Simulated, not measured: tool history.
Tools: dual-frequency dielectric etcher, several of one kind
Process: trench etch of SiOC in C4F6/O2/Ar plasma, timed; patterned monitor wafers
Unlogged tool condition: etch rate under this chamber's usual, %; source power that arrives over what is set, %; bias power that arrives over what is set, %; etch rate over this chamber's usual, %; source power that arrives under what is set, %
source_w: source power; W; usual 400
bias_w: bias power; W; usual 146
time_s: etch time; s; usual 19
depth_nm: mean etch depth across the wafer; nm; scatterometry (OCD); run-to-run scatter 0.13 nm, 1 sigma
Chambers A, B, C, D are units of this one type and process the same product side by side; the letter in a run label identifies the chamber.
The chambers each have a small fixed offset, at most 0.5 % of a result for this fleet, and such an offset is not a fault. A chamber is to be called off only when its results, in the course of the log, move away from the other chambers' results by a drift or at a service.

| run | hour | source_w | bias_w | time_s | hours since the last wet clean | hours since the last source power generator calibration | hours since the last bias power generator calibration | read-back reference wafer on the same gauge, depth_nm | depth_nm |
|---|---|---|---|---|---|---|---|---|---|
| 1A | 15.5 | 400 | 146 | 19 | 261.7 | 814.7 | 260.4 | 42.432 | 37.015 |
|  | 25.4 | chamber D: wet clean of the chamber |
| 2C | 27.5 | 400 | 146 | 19 | 298.5 | 1193.1 | 3420.9 | 42.367 | 36.924 |
| 3D | 37.2 | 400 | 146 | 19 | 11.8 | 1284.2 | 1480.4 | 42.427 | 37.079 |
| 4B | 48.3 | 400 | 146 | 19 | 93.2 | 2197.9 | 359.9 | 42.418 | 37.235 |
| 5B | 56.2 | 400 | 146 | 19 | 101.1 | 2205.8 | 367.8 | 42.385 | 36.637 |
| 6D | 65.4 | 400 | 146 | 19 | 40 | 1312.4 | 1508.6 | 42.42 | 37.281 |
| 7A | 80.5 | 490 | 146 | 17 | 326.7 | 879.7 | 325.4 | 42.386 | 35.983 |
| 8C | 94.3 | 490 | 146 | 17 | 365.3 | 1259.9 | 3487.7 | 42.399 | 35.824 |
| 9D | 109.5 | 490 | 146 | 17 | 84.1 | 1356.5 | 1552.7 | 42.423 | 35.871 |
| 10A | 123.3 | 490 | 146 | 17 | 369.5 | 922.5 | 368.2 | 42.4 | 35.532 |
| 11C | 137.2 | 400 | 146 | 19 | 408.2 | 1302.8 | 3530.6 | 42.388 | 37.002 |
| 12B | 149.7 | 400 | 146 | 19 | 194.6 | 2299.3 | 461.3 | 42.399 | 37.046 |
| 13D | 164.5 | 400 | 146 | 19 | 139.1 | 1411.5 | 1607.7 | 42.393 | 37.256 |
| 14C | 171.6 | 400 | 146 | 23 | 442.6 | 1337.2 | 3565 | 42.42 | 44.77 |
| 15A | 184.9 | 400 | 146 | 23 | 431.1 | 984.1 | 429.8 | 42.392 | 45.044 |
| 16B | 197 | 400 | 146 | 23 | 241.9 | 2346.6 | 508.6 | 42.42 | 44.588 |
| 17C | 204.7 | 400 | 146 | 23 | 475.7 | 1370.3 | 3598.1 | 42.339 | 45.088 |
| 18D | 214.6 | 400 | 146 | 19 | 189.2 | 1461.6 | 1657.8 | 42.391 | 36.952 |
| 19B | 229.4 | 400 | 146 | 19 | 274.3 | 2379 | 541 | 42.404 | 37.013 |
| 20A | 237 | 400 | 146 | 19 | 483.2 | 1036.2 | 481.9 | 42.409 | 37.041 |
| 21D | 252.9 | 330 | 146 | 19 | 227.5 | 1499.9 | 1696.1 | 42.4 | 34.351 |
| 22C | 260.1 | 330 | 146 | 19 | 531.1 | 1425.7 | 3653.5 | 42.415 | 34.764 |
| 23A | 268.7 | 330 | 146 | 19 | 514.9 | 1067.9 | 513.6 | 42.437 | 34.204 |
| 24B | 276.8 | 330 | 146 | 19 | 321.7 | 2426.4 | 588.4 | 42.383 | 34.215 |
| 25C | 292.6 | 400 | 146 | 19 | 563.6 | 1458.2 | 3686 | 42.404 | 37.519 |
| 26B | 301 | 400 | 164 | 16.5 | 345.9 | 2450.6 | 612.6 | 42.371 | 33.291 |
| 27D | 309.2 | 400 | 164 | 16.5 | 283.8 | 1556.2 | 1752.4 | 42.395 | 33.413 |
| 28A | 321 | 400 | 164 | 16.5 | 567.2 | 1120.2 | 565.9 | 42.414 | 33.439 |
|  | 324.8 | chamber A: wet clean of the chamber |
| 29B | 336.1 | 400 | 164 | 16.5 | 381 | 2485.7 | 647.7 | 42.399 | 33.285 |
| 30A | 346.2 | 400 | 111 | 16.5 | 21.4 | 1145.4 | 591.1 | 42.448 | 29.556 |
| 31D | 354.9 | 400 | 111 | 16.5 | 329.5 | 1601.9 | 1798.1 | 42.403 | 29.939 |
| 32C | 369.1 | 400 | 111 | 16.5 | 640.1 | 1534.7 | 3762.5 | 42.395 | 30.427 |
| 33B | 380.4 | 400 | 111 | 16.5 | 425.3 | 2530 | 692 | 42.42 | 29.669 |
| 34A | 392.6 | 400 | 146 | 19 | 67.8 | 1191.8 | 637.5 | 42.429 | 37 |

For the next run the whole fleet of 4 chambers uses the same settings. Give each chamber's results:
| 35A | 404 | 400 | 146 | 19 |  |  |  |  | ? |
| 35B | 404 | 400 | 146 | 19 |  |  |  |  | ? |
| 35C | 404 | 400 | 146 | 19 |  |  |  |  | ? |
| 35D | 404 | 400 | 146 | 19 |  |  |  |  | ? |

| run | depth_nm |
|---|---|
| 35A | 37.091 |
| 35B | 36.912 |
| 35C | 38.108 |
| 35D | 37.133 |
